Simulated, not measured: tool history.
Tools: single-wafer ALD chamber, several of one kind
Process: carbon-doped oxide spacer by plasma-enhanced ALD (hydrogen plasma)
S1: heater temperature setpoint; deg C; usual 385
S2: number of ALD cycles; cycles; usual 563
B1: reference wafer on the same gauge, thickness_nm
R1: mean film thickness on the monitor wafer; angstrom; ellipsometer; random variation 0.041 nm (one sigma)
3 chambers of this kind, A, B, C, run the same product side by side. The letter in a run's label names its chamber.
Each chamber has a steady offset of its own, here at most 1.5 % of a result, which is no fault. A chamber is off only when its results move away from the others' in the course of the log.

run 1A hour=4.2 | S1=385 S2=563 | B1=28.591 | R1=277.65
run 2C hour=7.9 | S1=385 S2=563 | B1=28.582 | R1=279.14
run 3B hour=12.2 | S1=385 S2=563 | B1=28.572 | R1=282.89
run 4B hour=14.6 | S1=385 S2=563 | B1=28.581 | R1=281.93
run 5C hour=17.8 | S1=385 S2=563 | B1=28.569 | R1=279.11
run 6A hour=20.4 | S1=385 S2=563 | B1=28.561 | R1=277.65
run 7C hour=24.5 | S1=385 S2=563 | B1=28.557 | R1=279.13
run 8B hour=27.6 | S1=385 S2=563 | B1=28.538 | R1=282.67
run 9A hour=30.6 | S1=385 S2=563 | B1=28.537 | R1=277.84
run 10A hour=33 | S1=385 S2=563 | B1=28.534 | R1=277.58
run 11B hour=37.7 | S1=385 S2=563 | B1=28.529 | R1=281.53
run 12C hour=42.1 | S1=385 S2=563 | B1=28.513 | R1=278.67
run 13A hour=45.5 | S1=385 S2=563 | B1=28.517 | R1=277.11
run 14C hour=48.9 | S1=385 S2=563 | B1=28.502 | R1=278.53
run 15B hour=53.3 | S1=399 S2=563 | B1=28.494 | R1=281.04
run 16A hour=57.9 | S1=399 S2=563 | B1=28.484 | R1=276.81
run 17B hour=62.1 | S1=399 S2=563 | B1=28.467 | R1=280.96
run 18C hour=64.6 | S1=385 S2=563 | B1=28.475 | R1=278.47
run 19B hour=69.5 | S1=385 S2=563 | B1=28.463 | R1=280.64
run 20A hour=73.9 | S1=385 S2=563 | B1=28.453 | R1=276.81
run 21C hour=77.7 | S1=385 S2=563 | B1=28.442 | R1=277.95
run 22B hour=80.2 | S1=385 S2=563 | B1=28.444 | R1=280.87
run 23A hour=84.3 | S1=394 S2=501 | B1=28.427 | R1=246.1

Is one chamber off against the others, does the gauge drift, or is nothing wrong? If a chamber is off, say which, and what the likeliest cause is.

The gauge drifts, so all chambers seem to drift together. No chamber is off.
Cause: gauge reads low (%) = 0.614.
